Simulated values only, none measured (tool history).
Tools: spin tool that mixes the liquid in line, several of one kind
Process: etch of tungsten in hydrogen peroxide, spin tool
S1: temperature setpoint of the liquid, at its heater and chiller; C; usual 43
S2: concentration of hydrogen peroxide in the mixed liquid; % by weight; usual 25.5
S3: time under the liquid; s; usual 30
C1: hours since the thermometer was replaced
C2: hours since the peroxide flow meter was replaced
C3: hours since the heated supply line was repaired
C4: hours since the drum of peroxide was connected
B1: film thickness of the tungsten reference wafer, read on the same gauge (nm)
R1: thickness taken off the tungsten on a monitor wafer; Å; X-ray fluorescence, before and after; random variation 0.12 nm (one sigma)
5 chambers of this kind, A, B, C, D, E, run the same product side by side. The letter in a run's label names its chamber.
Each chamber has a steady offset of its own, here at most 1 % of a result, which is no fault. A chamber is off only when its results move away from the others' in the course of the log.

Run 1A, hour 11.2: usual settings; C1 692.2; C2 134.7; C3 2279.1; C4 852.1; B1 120.02. Result: R1 401.55 Å.
Run 2D, hour 22.4: usual settings; C1 366.5; C2 1360.7; C3 870.8; C4 324.2; B1 120. Result: R1 406.39 Å.
At hour 34.2: chamber E: peroxide flow meter replaced.
Run 3C, hour 36.5: usual settings; C1 840.2; C2 1347.1; C3 3251.2; C4 633.5; B1 120. Result: R1 402.94 Å.
Run 4B, hour 44.3: usual settings; C1 553.3; C2 1482.5; C3 906.7; C4 460; B1 120.02. Result: R1 404.7 Å.
Run 5E, hour 59.9: usual settings; C1 205.4; C2 25.8; C3 239.6; C4 395.5; B1 120.03. Result: R1 409.44 Å.
Run 6D, hour 68.1: usual settings but S2 19 % by weight, S3 15 s; C1 412.2; C2 1406.4; C3 916.5; C4 369.9; B1 119.98. Result: R1 174.34 Å.
Run 7E, hour 75.5: usual settings but S2 19 % by weight, S3 15 s; C1 221; C2 41.4; C3 255.2; C4 411.1; B1 119.99. Result: R1 176.12 Å.
Run 8C, hour 90.9: usual settings but S2 19 % by weight, S3 15 s; C1 894.6; C2 1401.5; C3 3305.6; C4 687.9; B1 120. Result: R1 173.88 Å.
At hour 98.5: chamber B: new drum of peroxide connected.
At hour 101.4: chamber C: heated supply line repaired.
Run 9B, hour 103.9: usual settings but S2 19 % by weight, S3 15 s; C1 612.9; C2 1542.1; C3 966.3; C4 5.4; B1 119.99. Result: R1 174.76 Å.
Run 10A, hour 114.9: usual settings but S2 19 % by weight, S3 15 s; C1 795.9; C2 238.4; C3 2382.8; C4 955.8; B1 119.98. Result: R1 174.64 Å.
Run 11C, hour 123.2: usual settings; C1 926.9; C2 1433.8; C3 21.9; C4 720.2; B1 119.99. Result: R1 405.31 Å.
Run 12D, hour 137: usual settings; C1 481.1; C2 1475.3; C3 985.4; C4 438.8; B1 120.01. Result: R1 403.34 Å.
At hour 143.7: chamber C: thermometer replaced.
Run 13A, hour 153: usual settings but S1 47 C, S2 20 % by weight; C1 834; C2 276.5; C3 2420.9; C4 993.9; B1 120.01. Result: R1 461.33 Å.
Run 14E, hour 166.1: usual settings but S1 47 C, S2 20 % by weight; C1 311.6; C2 132; C3 345.8; C4 501.7; B1 120.04. Result: R1 461.16 Å.
Run 15B, hour 178.8: usual settings but S1 47 C, S2 20 % by weight; C1 687.8; C2 1617; C3 1041.2; C4 80.3; B1 119.99. Result: R1 460.59 Å.
Run 16D, hour 195.6: usual settings but S1 47 C, S2 20 % by weight; C1 539.7; C2 1533.9; C3 1044; C4 497.4; B1 120.01. Result: R1 457.87 Å.
Run 17C, hour 207.7: usual settings but S1 47 C, S2 20 % by weight; C1 64.1; C2 1518.3; C3 106.4; C4 804.7; B1 120.03. Result: R1 458.91 Å.
Run 18A, hour 221.3: usual settings; C1 902.3; C2 344.8; C3 2489.2; C4 1062.2; B1 120.01. Result: R1 400.85 Å.
Run 19E, hour 230.9: usual settings; C1 376.4; C2 196.8; C3 410.6; C4 566.5; B1 120.01. Result: R1 409.4 Å.
Run 20B, hour 245.5: usual settings; C1 754.5; C2 1683.7; C3 1107.9; C4 147; B1 119.99. Result: R1 403.87 Å.
Run 21C, hour 254.5: usual settings; C1 110.9; C2 1565.1; C3 153.2; C4 851.5; B1 120. Result: R1 401.85 Å.
At hour 266.5: chamber C: new drum of peroxide connected.
Run 22A, hour 269: usual settings; C1 950; C2 392.5; C3 2536.9; C4 1109.9; B1 120.02. Result: R1 402.69 Å.
Run 23D, hour 278.5: usual settings; C1 622.6; C2 1616.8; C3 1126.9; C4 580.3; B1 119.96. Result: R1 403.51 Å.
Run 24B, hour 291: usual settings; C1 800; C2 1729.2; C3 1153.4; C4 192.5; B1 120.01. Result: R1 404.53 Å.
Run 25E, hour 298.4: usual settings; C1 443.9; C2 264.3; C3 478.1; C4 634; B1 120.01. Result: R1 404.87 Å.
Run 26E, hour 310.9: usual settings; C1 456.4; C2 276.8; C3 490.6; C4 646.5; B1 119.98. Result: R1 406.04 Å.
Run 27D, hour 327.6: usual settings; C1 671.7; C2 1665.9; C3 1176; C4 629.4; B1 119.98. Result: R1 399.1 Å.
Run 28C, hour 336.7: usual settings but S3 20 s; C1 193.1; C2 1647.3; C3 235.4; C4 70.2; B1 119.98. Result: R1 268.92 Å.
Run 29A, hour 345.2: usual settings but S3 20 s; C1 1026.2; C2 468.7; C3 2613.1; C4 1186.1; B1 119.99. Result: R1 267.7 Å.
At hour 354.4: chamber A: new drum of peroxide connected.
Run 30B, hour 360: usual settings but S3 20 s; C1 869; C2 1798.2; C3 1222.4; C4 261.5; B1 119.97. Result: R1 269.45 Å.
Run 31B, hour 369.4: usual settings but S3 20 s; C1 878.4; C2 1807.6; C3 1231.8; C4 270.9; B1 119.98. Result: R1 268.32 Å.
Run 32C, hour 379.2: usual settings but S3 20 s; C1 235.6; C2 1689.8; C3 277.9; C4 112.7; B1 119.98. Result: R1 268.16 Å.
Run 33D, hour 393.9: usual settings; C1 738; C2 1732.2; C3 1242.3; C4 695.7; B1 119.97. Result: R1 397.39 Å.
Run 34E, hour 406.1: usual settings; C1 551.6; C2 372; C3 585.8; C4 741.7; B1 119.99. Result: R1 407.42 Å.
Run 35A, hour 415.2: usual settings; C1 1096.2; C2 538.7; C3 2683.1; C4 60.8; B1 120.06. Result: R1 402.25 Å.
Run 36A, hour 430.1: usual settings; C1 1111.1; C2 553.6; C3 2698; C4 75.7; B1 120.02. Result: R1 402.52 Å.
At hour 438.5: chamber D: new drum of peroxide connected.
Run 37C, hour 446.5: usual settings; C1 302.9; C2 1757.1; C3 345.2; C4 180; B1 120.03. Result: R1 402.55 Å.
Run 38D, hour 458.4: usual settings; C1 802.5; C2 1796.7; C3 1306.8; C4 19.9; B1 119.99. Result: R1 396.77 Å.
Run 39E, hour 474.2: usual settings; C1 619.7; C2 440.1; C3 653.9; C4 809.8; B1 120. Result: R1 406.23 Å.
Run 40B, hour 481.7: usual settings; C1 990.7; C2 1919.9; C3 1344.1; C4 383.2; B1 120.03. Result: R1 405.42 Å.
Run 41D, hour 497.5: usual settings; C1 841.6; C2 1835.8; C3 1345.9; C4 59; B1 120.03. Result: R1 396.19 Å.
Run 42E, hour 505.2: usual settings; C1 650.7; C2 471.1; C3 684.9; C4 840.8; B1 119.98. Result: R1 408.34 Å.

Next, every chamber runs the same settings. What will each give?
Run 43A, hour 517.1: usual settings. Result: R1 ?.
Run 43B, hour 517.1: usual settings. Result: R1 ?.
Run 43C, hour 517.1: usual settings. Result: R1 ?.
Run 43D, hour 517.1: usual settings. Result: R1 ?.
Run 43E, hour 517.1: usual settings. Result: R1 ?.

run      R1
43A  402.98
43B  403.81
43C  403.72
43D  394.05
43E  406.58

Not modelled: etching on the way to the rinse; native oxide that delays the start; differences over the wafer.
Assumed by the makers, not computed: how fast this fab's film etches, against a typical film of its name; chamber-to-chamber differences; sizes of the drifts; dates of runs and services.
